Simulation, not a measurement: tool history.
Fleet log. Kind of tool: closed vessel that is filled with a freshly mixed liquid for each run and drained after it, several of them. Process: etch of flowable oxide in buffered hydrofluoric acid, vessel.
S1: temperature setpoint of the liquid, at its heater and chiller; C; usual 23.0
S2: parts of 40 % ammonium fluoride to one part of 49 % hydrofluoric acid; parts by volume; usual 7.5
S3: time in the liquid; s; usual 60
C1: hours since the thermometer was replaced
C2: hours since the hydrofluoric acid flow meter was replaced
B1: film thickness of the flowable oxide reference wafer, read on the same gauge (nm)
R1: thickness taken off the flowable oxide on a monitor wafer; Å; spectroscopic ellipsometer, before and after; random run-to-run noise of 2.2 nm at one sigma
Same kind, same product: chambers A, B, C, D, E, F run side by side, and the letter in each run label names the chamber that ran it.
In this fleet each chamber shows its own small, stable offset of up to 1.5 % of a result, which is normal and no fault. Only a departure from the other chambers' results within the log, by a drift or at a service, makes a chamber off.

run   hour    S1   S2  S3      C1      C2       B1      R1
 1D    8.1  23.0  7.5  60  1023.3   333.7   99.991  2808.7
 2A   16.2  23.0  7.5  60   763.4  1231.3   99.973  2842.1
      21.6  -- chamber E: hydrofluoric acid flow meter replaced
 3B   23.4  23.0  7.5  60   265.5   273.7  100.030  2772.0
 4C   29.0  23.0  7.5  60    47.5   950.2   99.993  2809.9
 5E   38.6  23.0  7.5  60   596.6    17.0  100.040  2800.7
 6F   43.4  23.0  7.5  60  1180.4   991.4  100.000  2838.6
 7C   51.4  23.0  7.5  60    69.9   972.6  100.030  2760.8
 8F   60.8  23.0  7.5  60  1197.8  1008.8   99.993  2773.8
 9D   69.9  23.0  7.5  60  1085.1   395.5   99.990  2776.6
10B   79.7  23.0  7.5  60   321.8   330.0  100.030  2828.9
11E   84.9  23.0  7.5  60   642.9    63.3  100.010  2880.9
12A   89.9  19.0  7.5  60   837.1  1305.0   99.970  2217.5
13B  100.6  19.0  7.5  60   342.7   350.9   99.996  2269.4
14A  107.2  19.0  7.5  60   854.4  1322.3   99.976  2223.3
15F  116.1  19.0  7.5  60  1253.1  1064.1  100.020  2256.3
16D  121.2  19.0  7.5  60  1136.4   446.8   99.997  2232.6
17E  131.6  19.0  7.5  60   689.6   110.0   99.988  2278.1
18C  141.3  23.0  7.5  60   159.8  1062.5  100.030  2816.9
19A  151.0  23.0  7.5  60   898.2  1366.1   99.996  2792.0
20E  158.9  23.0  5.0  90   716.9   137.3  100.010  6111.0
21C  165.4  23.0  5.0  90   183.9  1086.6  100.000  6099.1
22B  174.3  23.0  5.0  90   416.4   424.6  100.010  6061.3
23F  179.6  23.0  5.0  90  1316.6  1127.6  100.030  6033.3
24D  185.3  23.0  5.0  90  1200.5   510.9   99.985  5922.2
25D  191.3  23.0  5.0  90  1206.5   516.9  100.020  5870.9
26C  199.5  23.0  7.5  60   218.0  1120.7  100.030  2797.1
27B  204.7  23.0  7.5  60   446.8   455.0   99.995  2802.8
28E  211.1  23.0  7.5  60   769.1   189.5   99.996  2865.0
     213.5  -- chamber E: thermometer replaced
29A  218.0  23.0  7.5  60   965.2  1433.1   99.983  2837.0
30F  227.1  23.0  7.5  60  1364.1  1175.1   99.983  2797.7
31C  235.8  23.0  7.5  60   254.3  1157.0  100.050  2812.8
32D  241.4  23.0  7.5  60  1256.6   567.0  100.030  2657.7
33B  248.5  23.0  7.5  60   490.6   498.8  100.020  2809.2
34E  256.5  23.0  7.5  60    43.1   234.9  100.010  2857.6
35F  262.6  23.0  7.5  60  1399.6  1210.6   99.985  2809.3
36A  272.7  18.5  7.5  30  1019.9  1487.8   99.984  1091.2
37D  278.1  18.5  7.5  30  1293.3   603.7   99.987  1008.2
38E  283.4  18.5  7.5  30    70.0   261.8  100.030  1102.8

What goes on in this fleet: one chamber off, a drifting gauge, or nothing beyond the chambers' own small offsets? Name the chamber and the cause, if any.

One chamber, D, drifts off from the rest bit by bit.
Cause: liquid colder than its thermometer reads (K) = 1.56.
The log may not separate it from: hydrofluoric acid flow below the setpoint (%).

Chamber D could run next with any of the 4 candidate recipes listed below; each alters the usual settings, and their results appear as question marks. Which one brings its results back in line with what the other chambers deliver on the usual settings?
Counts as in line when no further than this from what the other chambers average on the usual settings: R1 78.0 Å
39D-1  291.2  23.0  7.5  65               ?
39D-2  291.2  22.5  8.0  55               ?
39D-3  291.2  23.0  7.5  55               ?
39D-4  291.2  26.5  7.5  60               ?

The other chambers' mean on the usual settings: R1 2812.8 Å
  run      R1
39D-1  2813.7
39D-2  2156.3
39D-3  2380.8
39D-4  3154.4
39D-1 puts the chamber back in line with the other chambers.
